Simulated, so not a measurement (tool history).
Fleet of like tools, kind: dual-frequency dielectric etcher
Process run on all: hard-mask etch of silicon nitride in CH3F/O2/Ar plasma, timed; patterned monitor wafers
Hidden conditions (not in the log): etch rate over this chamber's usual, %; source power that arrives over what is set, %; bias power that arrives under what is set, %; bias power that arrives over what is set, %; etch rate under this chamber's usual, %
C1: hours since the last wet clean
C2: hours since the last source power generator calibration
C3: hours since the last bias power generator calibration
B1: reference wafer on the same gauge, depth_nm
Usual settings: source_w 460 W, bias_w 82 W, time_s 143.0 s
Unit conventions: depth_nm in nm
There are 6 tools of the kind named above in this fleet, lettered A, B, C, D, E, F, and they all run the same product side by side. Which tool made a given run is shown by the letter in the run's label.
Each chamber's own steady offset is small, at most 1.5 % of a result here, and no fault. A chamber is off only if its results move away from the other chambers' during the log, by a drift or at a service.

{"run": "1A", "hour": 9.4, "source_w": 460, "bias_w": 82, "time_s": 143.0, "C1": 63.4, "C2": 215.6, "C3": 1420.1, "B1": 94.083, "depth_nm": 111.61}
{"run": "2F", "hour": 15.1, "source_w": 460, "bias_w": 82, "time_s": 143.0, "C1": 188.4, "C2": 1230.7, "C3": 2258.3, "B1": 93.947, "depth_nm": 111.43}
{"run": "3E", "hour": 21.3, "source_w": 460, "bias_w": 82, "time_s": 143.0, "C1": 349.6, "C2": 827.3, "C3": 523.1, "B1": 94.019, "depth_nm": 110.34}
{"run": "4C", "hour": 30.4, "source_w": 460, "bias_w": 82, "time_s": 143.0, "C1": 213.2, "C2": 1308.7, "C3": 2798.0, "B1": 94.062, "depth_nm": 111.06}
{"run": "5D", "hour": 41.9, "source_w": 460, "bias_w": 82, "time_s": 143.0, "C1": 234.9, "C2": 1723.1, "C3": 1214.1, "B1": 93.961, "depth_nm": 110.42}
{"run": "6B", "hour": 52.6, "source_w": 460, "bias_w": 82, "time_s": 143.0, "C1": 379.4, "C2": 1989.9, "C3": 1122.9, "B1": 94.09, "depth_nm": 109.67}
{"run": "7C", "hour": 61.3, "source_w": 460, "bias_w": 82, "time_s": 143.0, "C1": 244.1, "C2": 1339.6, "C3": 2828.9, "B1": 94.024, "depth_nm": 110.89}
{"run": "8F", "hour": 72.8, "source_w": 460, "bias_w": 82, "time_s": 143.0, "C1": 246.1, "C2": 1288.4, "C3": 2316.0, "B1": 93.979, "depth_nm": 111.69}
{"run": "9E", "hour": 78.9, "source_w": 460, "bias_w": 82, "time_s": 143.0, "C1": 407.2, "C2": 884.9, "C3": 580.7, "B1": 94.002, "depth_nm": 109.84}
{"run": "10A", "hour": 86.8, "source_w": 460, "bias_w": 82, "time_s": 143.0, "C1": 140.8, "C2": 293.0, "C3": 1497.5, "B1": 94.031, "depth_nm": 111.56}
{"run": "11D", "hour": 97.4, "source_w": 460, "bias_w": 82, "time_s": 143.0, "C1": 290.4, "C2": 1778.6, "C3": 1269.6, "B1": 94.005, "depth_nm": 110.61}
{"run": "12B", "hour": 107.8, "source_w": 460, "bias_w": 82, "time_s": 143.0, "C1": 434.6, "C2": 2045.1, "C3": 1178.1, "B1": 94.068, "depth_nm": 110.52}
{"run": "13E", "hour": 113.5, "source_w": 460, "bias_w": 73, "time_s": 107.5, "C1": 441.8, "C2": 919.5, "C3": 615.3, "B1": 93.964, "depth_nm": 79.559}
{"run": "14D", "hour": 118.7, "source_w": 460, "bias_w": 73, "time_s": 107.5, "C1": 311.7, "C2": 1799.9, "C3": 1290.9, "B1": 94.038, "depth_nm": 79.919}
{"run": "15F", "hour": 128.8, "source_w": 460, "bias_w": 73, "time_s": 107.5, "C1": 302.1, "C2": 1344.4, "C3": 2372.0, "B1": 93.872, "depth_nm": 81.124}
{"run": "16B", "hour": 138.6, "source_w": 460, "bias_w": 73, "time_s": 107.5, "C1": 465.4, "C2": 2075.9, "C3": 1208.9, "B1": 93.985, "depth_nm": 79.063}
{"run": "17C", "hour": 147.7, "source_w": 460, "bias_w": 73, "time_s": 107.5, "C1": 330.5, "C2": 1426.0, "C3": 2915.3, "B1": 93.996, "depth_nm": 79.152}
{"run": "18A", "hour": 159.2, "source_w": 460, "bias_w": 73, "time_s": 107.5, "C1": 213.2, "C2": 365.4, "C3": 1569.9, "B1": 94.073, "depth_nm": 79.97}
{"run": "19F", "hour": 165.6, "source_w": 460, "bias_w": 82, "time_s": 143.0, "C1": 338.9, "C2": 1381.2, "C3": 2408.8, "B1": 94.023, "depth_nm": 111.35}
{"run": "20D", "hour": 174.8, "source_w": 460, "bias_w": 82, "time_s": 143.0, "C1": 367.8, "C2": 1856.0, "C3": 1347.0, "B1": 93.86, "depth_nm": 110.81}
{"hour": 182.8, "done": "chamber F: wet clean of the chamber"}
{"run": "21A", "hour": 184.1, "source_w": 460, "bias_w": 82, "time_s": 143.0, "C1": 238.1, "C2": 390.3, "C3": 1594.8, "B1": 93.914, "depth_nm": 111.22}
{"run": "22E", "hour": 190.0, "source_w": 460, "bias_w": 82, "time_s": 143.0, "C1": 518.3, "C2": 996.0, "C3": 691.8, "B1": 93.978, "depth_nm": 110.75}
{"run": "23B", "hour": 201.1, "source_w": 460, "bias_w": 82, "time_s": 143.0, "C1": 527.9, "C2": 2138.4, "C3": 1271.4, "B1": 94.007, "depth_nm": 110.54}
{"run": "24C", "hour": 212.4, "source_w": 530, "bias_w": 82, "time_s": 143.0, "C1": 395.2, "C2": 1490.7, "C3": 2980.0, "B1": 93.919, "depth_nm": 117.11}
{"hour": 215.8, "done": "chamber B: wet clean of the chamber"}
{"run": "25D", "hour": 218.7, "source_w": 530, "bias_w": 82, "time_s": 143.0, "C1": 411.7, "C2": 1899.9, "C3": 1390.9, "B1": 94.049, "depth_nm": 115.89}
{"run": "26E", "hour": 226.2, "source_w": 530, "bias_w": 82, "time_s": 143.0, "C1": 554.5, "C2": 1032.2, "C3": 728.0, "B1": 93.902, "depth_nm": 116.0}
{"hour": 229.3, "done": "chamber C: wet clean of the chamber"}
{"run": "27F", "hour": 234.2, "source_w": 530, "bias_w": 82, "time_s": 143.0, "C1": 51.5, "C2": 1449.8, "C3": 2477.4, "B1": 93.993, "depth_nm": 118.11}
{"run": "28C", "hour": 239.7, "source_w": 530, "bias_w": 82, "time_s": 143.0, "C1": 10.5, "C2": 1518.0, "C3": 3007.3, "B1": 93.954, "depth_nm": 115.95}
{"run": "29B", "hour": 249.8, "source_w": 530, "bias_w": 82, "time_s": 143.0, "C1": 34.1, "C2": 2187.1, "C3": 1320.1, "B1": 94.026, "depth_nm": 115.85}
{"hour": 253.1, "done": "chamber D: wet clean of the chamber"}
{"hour": 260.5, "done": "chamber A: wet clean of the chamber"}
{"hour": 261.1, "done": "chamber E: wet clean of the chamber"}
{"run": "30A", "hour": 261.3, "source_w": 460, "bias_w": 82, "time_s": 143.0, "C1": 0.9, "C2": 467.5, "C3": 1672.0, "B1": 93.958, "depth_nm": 111.6}
{"run": "31D", "hour": 272.0, "source_w": 460, "bias_w": 82, "time_s": 143.0, "C1": 19.0, "C2": 1953.2, "C3": 1444.2, "B1": 94.035, "depth_nm": 109.65}
{"run": "32B", "hour": 281.7, "source_w": 460, "bias_w": 82, "time_s": 143.0, "C1": 66.0, "C2": 2219.0, "C3": 1352.0, "B1": 93.983, "depth_nm": 110.72}
{"run": "33F", "hour": 292.4, "source_w": 460, "bias_w": 82, "time_s": 143.0, "C1": 109.7, "C2": 1508.0, "C3": 2535.6, "B1": 94.007, "depth_nm": 111.08}
{"run": "34A", "hour": 304.1, "source_w": 460, "bias_w": 82, "time_s": 143.0, "C1": 43.7, "C2": 510.3, "C3": 1714.8, "B1": 93.888, "depth_nm": 111.8}
{"run": "35C", "hour": 311.0, "source_w": 460, "bias_w": 82, "time_s": 143.0, "C1": 81.8, "C2": 1589.3, "C3": 3078.6, "B1": 93.883, "depth_nm": 110.03}
{"run": "36E", "hour": 317.5, "source_w": 460, "bias_w": 82, "time_s": 143.0, "C1": 56.5, "C2": 1123.5, "C3": 819.3, "B1": 93.91, "depth_nm": 109.39}
{"run": "37B", "hour": 329.2, "source_w": 460, "bias_w": 82, "time_s": 161.5, "C1": 113.5, "C2": 2266.5, "C3": 1399.5, "B1": 93.939, "depth_nm": 124.25}
{"run": "38E", "hour": 340.7, "source_w": 460, "bias_w": 82, "time_s": 161.5, "C1": 79.7, "C2": 1146.7, "C3": 842.5, "B1": 93.968, "depth_nm": 124.63}
{"run": "39A", "hour": 352.5, "source_w": 460, "bias_w": 82, "time_s": 161.5, "C1": 92.1, "C2": 558.7, "C3": 1763.2, "B1": 94.031, "depth_nm": 126.29}

Next, every chamber runs the same settings. What will each give?
{"run": "40A", "hour": 361.2, "source_w": 460, "bias_w": 64, "time_s": 143.0, "depth_nm": "?"}
{"run": "40B", "hour": 361.2, "source_w": 460, "bias_w": 64, "time_s": 143.0, "depth_nm": "?"}
{"run": "40C", "hour": 361.2, "source_w": 460, "bias_w": 64, "time_s": 143.0, "depth_nm": "?"}
{"run": "40D", "hour": 361.2, "source_w": 460, "bias_w": 64, "time_s": 143.0, "depth_nm": "?"}
{"run": "40E", "hour": 361.2, "source_w": 460, "bias_w": 64, "time_s": 143.0, "depth_nm": "?"}
{"run": "40F", "hour": 361.2, "source_w": 460, "bias_w": 64, "time_s": 143.0, "depth_nm": "?"}

run=40A depth_nm=102.680
run=40B depth_nm=101.540
run=40C depth_nm=102.070
run=40D depth_nm=101.960
run=40E depth_nm=101.690
run=40F depth_nm=101.900
